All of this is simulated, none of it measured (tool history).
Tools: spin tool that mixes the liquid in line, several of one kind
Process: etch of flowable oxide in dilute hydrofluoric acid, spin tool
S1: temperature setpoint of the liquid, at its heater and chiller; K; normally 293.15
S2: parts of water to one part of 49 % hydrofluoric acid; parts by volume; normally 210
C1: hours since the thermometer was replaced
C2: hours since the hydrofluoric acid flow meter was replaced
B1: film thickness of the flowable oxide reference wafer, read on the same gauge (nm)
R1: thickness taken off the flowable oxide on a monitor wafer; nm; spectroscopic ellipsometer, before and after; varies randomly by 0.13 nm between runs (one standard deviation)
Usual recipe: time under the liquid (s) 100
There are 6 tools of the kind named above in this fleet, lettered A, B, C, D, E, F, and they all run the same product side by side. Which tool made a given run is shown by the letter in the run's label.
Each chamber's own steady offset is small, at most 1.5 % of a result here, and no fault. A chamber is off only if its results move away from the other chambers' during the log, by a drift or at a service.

run 1B hour=4.9 | S1=293.15 S2=210 time_under_the_liquid_(s)=100 | C1=270.1 C2=399.3 | B1=29.973 | R1=15.1410
run 2F hour=12.0 | S1=293.15 S2=210 time_under_the_liquid_(s)=100 | C1=1751.7 C2=2019.5 | B1=30.009 | R1=14.9500
run 3C hour=17.0 | S1=293.15 S2=210 time_under_the_liquid_(s)=100 | C1=625.6 C2=245.3 | B1=30.007 | R1=14.9860
run 4A hour=25.1 | S1=293.15 S2=210 time_under_the_liquid_(s)=100 | C1=1311.4 C2=1588.5 | B1=30.007 | R1=15.1140
run 5E hour=29.9 | S1=293.15 S2=210 time_under_the_liquid_(s)=100 | C1=76.3 C2=2083.8 | B1=30.035 | R1=14.7990
run 6D hour=35.2 | S1=293.15 S2=210 time_under_the_liquid_(s)=100 | C1=92.4 C2=725.3 | B1=29.999 | R1=14.8090
run 7F hour=40.5 | S1=293.15 S2=210 time_under_the_liquid_(s)=100 | C1=1780.2 C2=2048.0 | B1=29.973 | R1=15.1150
-- hour=45.4 chamber F: hydrofluoric acid flow meter replaced
run 8E hour=48.5 | S1=293.15 S2=210 time_under_the_liquid_(s)=100 | C1=94.9 C2=2102.4 | B1=30.024 | R1=14.8550
run 9D hour=55.6 | S1=293.15 S2=210 time_under_the_liquid_(s)=100 | C1=112.8 C2=745.7 | B1=29.988 | R1=14.9610
run 10B hour=60.6 | S1=293.15 S2=210 time_under_the_liquid_(s)=100 | C1=325.8 C2=455.0 | B1=30.013 | R1=15.1120
run 11A hour=66.6 | S1=293.15 S2=210 time_under_the_liquid_(s)=100 | C1=1352.9 C2=1630.0 | B1=29.965 | R1=15.2170
-- hour=66.8 chamber C: thermometer replaced
run 12C hour=73.4 | S1=293.15 S2=210 time_under_the_liquid_(s)=100 | C1=6.6 C2=301.7 | B1=30.036 | R1=15.1280
run 13D hour=81.5 | S1=293.15 S2=210 time_under_the_liquid_(s)=100 | C1=138.7 C2=771.6 | B1=30.045 | R1=14.9730
run 14B hour=88.9 | S1=297.65 S2=210 time_under_the_liquid_(s)=135 | C1=354.1 C2=483.3 | B1=30.058 | R1=24.1310
run 15F hour=94.9 | S1=297.65 S2=210 time_under_the_liquid_(s)=135 | C1=1834.6 C2=49.6 | B1=29.996 | R1=23.8450
run 16C hour=102.6 | S1=297.65 S2=210 time_under_the_liquid_(s)=135 | C1=35.8 C2=330.9 | B1=29.968 | R1=24.1630
run 17A hour=109.7 | S1=297.65 S2=210 time_under_the_liquid_(s)=135 | C1=1396.0 C2=1673.1 | B1=30.024 | R1=24.1820
run 18E hour=116.5 | S1=297.65 S2=210 time_under_the_liquid_(s)=135 | C1=162.9 C2=2170.4 | B1=29.969 | R1=23.8620
run 19E hour=122.1 | S1=297.65 S2=210 time_under_the_liquid_(s)=135 | C1=168.5 C2=2176.0 | B1=29.994 | R1=23.5750
run 20D hour=130.3 | S1=293.15 S2=210 time_under_the_liquid_(s)=100 | C1=187.5 C2=820.4 | B1=30.015 | R1=14.8360
run 21A hour=134.9 | S1=293.15 S2=210 time_under_the_liquid_(s)=100 | C1=1421.2 C2=1698.3 | B1=29.989 | R1=14.9600
run 22C hour=140.0 | S1=293.15 S2=210 time_under_the_liquid_(s)=100 | C1=73.2 C2=368.3 | B1=29.992 | R1=15.0990
run 23F hour=143.8 | S1=293.15 S2=210 time_under_the_liquid_(s)=100 | C1=1883.5 C2=98.5 | B1=30.011 | R1=15.1560
run 24B hour=151.1 | S1=293.15 S2=210 time_under_the_liquid_(s)=100 | C1=416.3 C2=545.5 | B1=30.019 | R1=15.4900
run 25C hour=157.3 | S1=293.15 S2=210 time_under_the_liquid_(s)=100 | C1=90.5 C2=385.6 | B1=29.981 | R1=14.9830
run 26B hour=161.5 | S1=293.15 S2=210 time_under_the_liquid_(s)=100 | C1=426.7 C2=555.9 | B1=30.035 | R1=15.4610
run 27E hour=166.3 | S1=293.15 S2=210 time_under_the_liquid_(s)=100 | C1=212.7 C2=2220.2 | B1=29.993 | R1=15.0250
run 28F hour=174.5 | S1=293.15 S2=210 time_under_the_liquid_(s)=100 | C1=1914.2 C2=129.2 | B1=29.977 | R1=15.1880
run 29D hour=179.4 | S1=293.15 S2=210 time_under_the_liquid_(s)=100 | C1=236.6 C2=869.5 | B1=29.984 | R1=14.7620
run 30A hour=183.7 | S1=293.15 S2=210 time_under_the_liquid_(s)=100 | C1=1470.0 C2=1747.1 | B1=29.956 | R1=14.9900
run 31E hour=189.4 | S1=293.15 S2=210 time_under_the_liquid_(s)=100 | C1=235.8 C2=2243.3 | B1=29.970 | R1=14.8370
run 32A hour=197.6 | S1=293.15 S2=165 time_under_the_liquid_(s)=100 | C1=1483.9 C2=1761.0 | B1=30.000 | R1=20.1070
run 33F hour=205.0 | S1=293.15 S2=165 time_under_the_liquid_(s)=100 | C1=1944.7 C2=159.7 | B1=29.973 | R1=20.0160
run 34D hour=210.5 | S1=293.15 S2=165 time_under_the_liquid_(s)=100 | C1=267.7 C2=900.6 | B1=29.997 | R1=19.5990
run 35C hour=217.1 | S1=293.15 S2=165 time_under_the_liquid_(s)=100 | C1=150.3 C2=445.4 | B1=29.975 | R1=20.3310
run 36B hour=221.2 | S1=293.15 S2=165 time_under_the_liquid_(s)=100 | C1=486.4 C2=615.6 | B1=29.967 | R1=21.6100
run 37A hour=226.9 | S1=293.15 S2=165 time_under_the_liquid_(s)=100 | C1=1513.2 C2=1790.3 | B1=29.974 | R1=20.2380
-- hour=227.7 chamber E: hydrofluoric acid flow meter replaced
run 38F hour=231.6 | S1=293.15 S2=210 time_under_the_liquid_(s)=100 | C1=1971.3 C2=186.3 | B1=29.991 | R1=15.0430
run 39E hour=237.4 | S1=293.15 S2=210 time_under_the_liquid_(s)=50 | C1=283.8 C2=9.8 | B1=29.969 | R1=7.4428
run 40B hour=244.4 | S1=293.15 S2=210 time_under_the_liquid_(s)=50 | C1=509.6 C2=638.8 | B1=29.997 | R1=8.1299
run 41D hour=250.3 | S1=293.15 S2=210 time_under_the_liquid_(s)=50 | C1=307.5 C2=940.4 | B1=29.993 | R1=7.4678

All 6 chambers run these settings next. Forecast each chamber's results:
run 42A hour=256.5 | S1=293.15 S2=210 time_under_the_liquid_(s)=140 | R1=?
run 42B hour=256.5 | S1=293.15 S2=210 time_under_the_liquid_(s)=140 | R1=?
run 42C hour=256.5 | S1=293.15 S2=210 time_under_the_liquid_(s)=140 | R1=?
run 42D hour=256.5 | S1=293.15 S2=210 time_under_the_liquid_(s)=140 | R1=?
run 42E hour=256.5 | S1=293.15 S2=210 time_under_the_liquid_(s)=140 | R1=?
run 42F hour=256.5 | S1=293.15 S2=210 time_under_the_liquid_(s)=140 | R1=?

run=42A R1=21.1340
run=42B R1=22.4630
run=42C R1=20.9950
run=42D R1=20.9840
run=42E R1=20.2450
run=42F R1=21.0400
